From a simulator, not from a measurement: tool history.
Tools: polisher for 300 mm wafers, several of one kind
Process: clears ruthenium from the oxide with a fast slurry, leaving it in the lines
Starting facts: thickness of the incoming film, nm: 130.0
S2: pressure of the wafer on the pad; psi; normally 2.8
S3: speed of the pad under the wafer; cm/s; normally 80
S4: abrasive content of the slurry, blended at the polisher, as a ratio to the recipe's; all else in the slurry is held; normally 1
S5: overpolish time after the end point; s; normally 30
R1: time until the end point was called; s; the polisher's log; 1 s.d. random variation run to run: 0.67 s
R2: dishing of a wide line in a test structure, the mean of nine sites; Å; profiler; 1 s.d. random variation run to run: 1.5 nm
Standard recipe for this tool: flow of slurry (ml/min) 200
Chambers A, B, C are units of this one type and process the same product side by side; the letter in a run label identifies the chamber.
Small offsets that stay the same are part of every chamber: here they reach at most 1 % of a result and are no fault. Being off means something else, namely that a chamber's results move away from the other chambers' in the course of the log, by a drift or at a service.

run 1B hour=4.7 | flow_of_slurry_(ml/min)=200 S2=2.8 S3=80 S4=1 S5=30 | R1=36.359 R2=811.22
run 2C hour=10 | flow_of_slurry_(ml/min)=200 S2=2.8 S3=80 S4=1 S5=30 | R1=35.991 R2=775.31
run 3A hour=18.3 | flow_of_slurry_(ml/min)=200 S2=2.8 S3=80 S4=1 S5=30 | R1=36.545 R2=791.36
run 4C hour=22.4 | flow_of_slurry_(ml/min)=200 S2=2.8 S3=80 S4=1 S5=30 | R1=35.579 R2=772.9
run 5A hour=27 | flow_of_slurry_(ml/min)=200 S2=2.8 S3=80 S4=1.25 S5=30 | R1=33.049 R2=852.68
run 6B hour=30.8 | flow_of_slurry_(ml/min)=200 S2=2.8 S3=80 S4=1.25 S5=30 | R1=32.6 R2=856.43
run 7C hour=38.2 | flow_of_slurry_(ml/min)=200 S2=2.8 S3=80 S4=1.25 S5=30 | R1=32.233 R2=822.04
run 8B hour=43.2 | flow_of_slurry_(ml/min)=200 S2=2.8 S3=80 S4=1 S5=30 | R1=36.982 R2=811.03
run 9A hour=47.8 | flow_of_slurry_(ml/min)=200 S2=3.1 S3=80 S4=1 S5=30 | R1=32.876 R2=875.23
-- hour=50.9 chamber C: worn pad replaced by a new one
run 10C hour=51.9 | flow_of_slurry_(ml/min)=200 S2=3.1 S3=80 S4=1 S5=30 | R1=32.748 R2=873.54
run 11A hour=59.8 | flow_of_slurry_(ml/min)=200 S2=3.1 S3=80 S4=1 S5=30 | R1=33.591 R2=869.4
run 12B hour=66 | flow_of_slurry_(ml/min)=200 S2=2.8 S3=80 S4=1 S5=30 | R1=37.588 R2=802.31
run 13B hour=70.6 | flow_of_slurry_(ml/min)=200 S2=2.8 S3=80 S4=1 S5=30 | R1=36.799 R2=779.08
-- hour=76 chamber B: worn pad replaced by a new one
run 14C hour=78.9 | flow_of_slurry_(ml/min)=200 S2=2.8 S3=80 S4=1 S5=30 | R1=36.723 R2=793.39
run 15A hour=87.4 | flow_of_slurry_(ml/min)=225 S2=2.8 S3=100 S4=1 S5=30 | R1=28.569 R2=921.21
run 16A hour=92.4 | flow_of_slurry_(ml/min)=225 S2=2.8 S3=100 S4=1 S5=30 | R1=28.551 R2=973.28
run 17B hour=98.8 | flow_of_slurry_(ml/min)=225 S2=2.8 S3=100 S4=1 S5=30 | R1=29.242 R2=925.9
-- hour=104.5 chamber A: worn pad replaced by a new one
run 18C hour=107.4 | flow_of_slurry_(ml/min)=200 S2=2.8 S3=80 S4=1 S5=30 | R1=35.537 R2=816.32
run 19B hour=111.9 | flow_of_slurry_(ml/min)=200 S2=2.8 S3=80 S4=1 S5=30 | R1=37.649 R2=752.49
-- hour=112.3 chamber C: slurry blender recalibrated
run 20A hour=115.7 | flow_of_slurry_(ml/min)=200 S2=2.8 S3=80 S4=1 S5=30 | R1=36.795 R2=821.48
run 21C hour=124.3 | flow_of_slurry_(ml/min)=200 S2=2.8 S3=80 S4=1 S5=30 | R1=37.186 R2=804.07
run 22A hour=130.2 | flow_of_slurry_(ml/min)=200 S2=2.8 S3=80 S4=1 S5=30 | R1=37.766 R2=807.03
run 23C hour=136.7 | flow_of_slurry_(ml/min)=200 S2=2.8 S3=80 S4=1 S5=30 | R1=36.637 R2=785.75
run 24B hour=142.1 | flow_of_slurry_(ml/min)=200 S2=2.8 S3=80 S4=1 S5=30 | R1=40.427 R2=779.11
run 25B hour=146.4 | flow_of_slurry_(ml/min)=200 S2=2.8 S3=80 S4=1 S5=30 | R1=40.098 R2=730.45
-- hour=148.3 chamber B: head pressure recalibrated
-- hour=152.9 chamber C: worn pad replaced by a new one
run 26C hour=153.1 | flow_of_slurry_(ml/min)=200 S2=3.5 S3=80 S4=0.7 S5=30 | R1=34.253 R2=825.35
-- hour=155.9 chamber C: slurry nozzle cleaned
run 27A hour=160.5 | flow_of_slurry_(ml/min)=200 S2=3.5 S3=80 S4=0.7 S5=30 | R1=34.727 R2=806.27
run 28B hour=167.8 | flow_of_slurry_(ml/min)=200 S2=3.5 S3=80 S4=0.7 S5=30 | R1=39.241 R2=762.37
run 29A hour=172.5 | flow_of_slurry_(ml/min)=200 S2=2.8 S3=80 S4=1 S5=30 | R1=36.649 R2=787
run 30C hour=178.7 | flow_of_slurry_(ml/min)=200 S2=2.8 S3=80 S4=1 S5=30 | R1=36.486 R2=819.34
run 31B hour=185.1 | flow_of_slurry_(ml/min)=200 S2=2.8 S3=80 S4=1 S5=30 | R1=40.906 R2=716.85
run 32A hour=189.1 | flow_of_slurry_(ml/min)=200 S2=2.8 S3=80 S4=1.2 S5=30 | R1=33.282 R2=879.75
run 33C hour=195 | flow_of_slurry_(ml/min)=200 S2=2.8 S3=80 S4=1.2 S5=30 | R1=33.391 R2=838.24
run 34A hour=202.7 | flow_of_slurry_(ml/min)=200 S2=2.8 S3=80 S4=1.2 S5=30 | R1=34.666 R2=874.58
run 35C hour=209.1 | flow_of_slurry_(ml/min)=200 S2=2.8 S3=80 S4=1 S5=30 | R1=35.742 R2=810.23
run 36B hour=214.5 | flow_of_slurry_(ml/min)=200 S2=2.8 S3=80 S4=1 S5=30 | R1=42.527 R2=699.95
-- hour=215.7 chamber A: slurry blender recalibrated
run 37A hour=222.1 | flow_of_slurry_(ml/min)=250 S2=2.8 S3=60 S4=1 S5=30 | R1=46.576 R2=654.13

All chambers now run identical settings, listed one chamber a line with results as question marks. What results will each chamber show?
run 38A hour=228.3 | flow_of_slurry_(ml/min)=200 S2=2.8 S3=68 S4=1 S5=30 | R1=? R2=?
run 38B hour=228.3 | flow_of_slurry_(ml/min)=200 S2=2.8 S3=68 S4=1 S5=30 | R1=? R2=?
run 38C hour=228.3 | flow_of_slurry_(ml/min)=200 S2=2.8 S3=68 S4=1 S5=30 | R1=? R2=?

run=38A R1=41.874 R2=696.15
run=38B R1=51.134 R2=616.76
run=38C R1=43.943 R2=704.12
